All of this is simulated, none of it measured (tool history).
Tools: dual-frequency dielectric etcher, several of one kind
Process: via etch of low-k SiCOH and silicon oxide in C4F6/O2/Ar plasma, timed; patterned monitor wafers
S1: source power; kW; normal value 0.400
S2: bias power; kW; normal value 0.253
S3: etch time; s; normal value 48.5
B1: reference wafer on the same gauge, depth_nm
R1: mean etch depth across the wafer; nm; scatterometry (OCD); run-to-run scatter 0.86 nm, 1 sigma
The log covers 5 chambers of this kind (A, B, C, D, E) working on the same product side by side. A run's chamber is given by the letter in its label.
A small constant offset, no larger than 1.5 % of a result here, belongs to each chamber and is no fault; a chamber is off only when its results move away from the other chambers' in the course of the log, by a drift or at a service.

{"run": "1E", "day": 0.108, "S1": 0.4, "S2": 0.253, "S3": 48.5, "B1": 136.98, "R1": 150.49}
{"run": "2A", "day": 0.329, "S1": 0.4, "S2": 0.253, "S3": 48.5, "B1": 136.98, "R1": 152.68}
{"run": "3C", "day": 0.521, "S1": 0.4, "S2": 0.253, "S3": 48.5, "B1": 137.02, "R1": 151.57}
{"run": "4B", "day": 0.683, "S1": 0.4, "S2": 0.253, "S3": 48.5, "B1": 137.03, "R1": 149.56}
{"run": "5D", "day": 0.904, "S1": 0.4, "S2": 0.253, "S3": 48.5, "B1": 136.95, "R1": 151.0}
{"run": "6B", "day": 1.108, "S1": 0.4, "S2": 0.272, "S3": 62.0, "B1": 136.98, "R1": 197.07}
{"run": "7C", "day": 1.242, "S1": 0.4, "S2": 0.272, "S3": 62.0, "B1": 136.89, "R1": 197.03}
{"run": "8E", "day": 1.425, "S1": 0.4, "S2": 0.272, "S3": 62.0, "B1": 137.24, "R1": 198.21}
{"run": "9D", "day": 1.562, "S1": 0.4, "S2": 0.272, "S3": 62.0, "B1": 137.07, "R1": 198.04}
{"day": 1.621, "done": "chamber D: wet clean of the chamber"}
{"run": "10A", "day": 1.762, "S1": 0.4, "S2": 0.272, "S3": 62.0, "B1": 136.89, "R1": 200.14}
{"run": "11E", "day": 1.925, "S1": 0.4, "S2": 0.253, "S3": 48.5, "B1": 136.83, "R1": 149.59}
{"run": "12B", "day": 2.046, "S1": 0.4, "S2": 0.253, "S3": 48.5, "B1": 136.95, "R1": 150.94}
{"run": "13D", "day": 2.167, "S1": 0.4, "S2": 0.253, "S3": 48.5, "B1": 137.1, "R1": 150.72}
{"run": "14C", "day": 2.367, "S1": 0.4, "S2": 0.253, "S3": 48.5, "B1": 137.13, "R1": 150.68}
{"run": "15A", "day": 2.558, "S1": 0.4, "S2": 0.253, "S3": 48.5, "B1": 136.87, "R1": 151.35}
{"run": "16B", "day": 2.667, "S1": 0.4, "S2": 0.253, "S3": 48.5, "B1": 137.09, "R1": 150.24}
{"run": "17D", "day": 2.85, "S1": 0.4, "S2": 0.253, "S3": 48.5, "B1": 136.85, "R1": 151.53}
{"run": "18E", "day": 3.046, "S1": 0.4, "S2": 0.253, "S3": 48.5, "B1": 136.94, "R1": 149.1}
{"run": "19C", "day": 3.242, "S1": 0.4, "S2": 0.253, "S3": 48.5, "B1": 137.06, "R1": 149.37}
{"run": "20A", "day": 3.45, "S1": 0.4, "S2": 0.253, "S3": 48.5, "B1": 137.07, "R1": 151.76}
{"run": "21B", "day": 3.646, "S1": 0.4, "S2": 0.253, "S3": 48.5, "B1": 137.24, "R1": 150.74}
{"run": "22C", "day": 3.867, "S1": 0.36, "S2": 0.253, "S3": 58.0, "B1": 136.91, "R1": 172.76}
{"run": "23D", "day": 4.088, "S1": 0.36, "S2": 0.253, "S3": 58.0, "B1": 137.02, "R1": 172.56}
{"run": "24A", "day": 4.296, "S1": 0.36, "S2": 0.253, "S3": 58.0, "B1": 136.96, "R1": 174.45}
{"run": "25E", "day": 4.492, "S1": 0.36, "S2": 0.253, "S3": 58.0, "B1": 137.0, "R1": 173.18}
{"run": "26B", "day": 4.65, "S1": 0.36, "S2": 0.253, "S3": 58.0, "B1": 136.96, "R1": 173.45}
{"run": "27A", "day": 4.775, "S1": 0.4, "S2": 0.253, "S3": 48.5, "B1": 137.08, "R1": 152.67}
{"run": "28D", "day": 4.921, "S1": 0.4, "S2": 0.253, "S3": 48.5, "B1": 136.86, "R1": 151.43}
{"run": "29E", "day": 5.121, "S1": 0.4, "S2": 0.201, "S3": 48.5, "B1": 136.83, "R1": 139.37}
{"run": "30C", "day": 5.238, "S1": 0.4, "S2": 0.201, "S3": 48.5, "B1": 137.27, "R1": 140.03}
{"run": "31C", "day": 5.408, "S1": 0.4, "S2": 0.201, "S3": 48.5, "B1": 136.79, "R1": 139.45}
{"run": "32A", "day": 5.567, "S1": 0.4, "S2": 0.201, "S3": 48.5, "B1": 137.16, "R1": 140.73}
{"run": "33D", "day": 5.683, "S1": 0.4, "S2": 0.201, "S3": 48.5, "B1": 136.99, "R1": 139.86}
{"run": "34B", "day": 5.796, "S1": 0.4, "S2": 0.253, "S3": 48.5, "B1": 137.02, "R1": 149.08}

Has any chamber moved away from the others, gradually or after a service, or does the common gauge drift, or do the chambers differ only by their own small steady offsets? State the chamber and the most likely cause if one applies.

All chambers stay in line apart from their small fixed offsets, and the gauge does not drift.
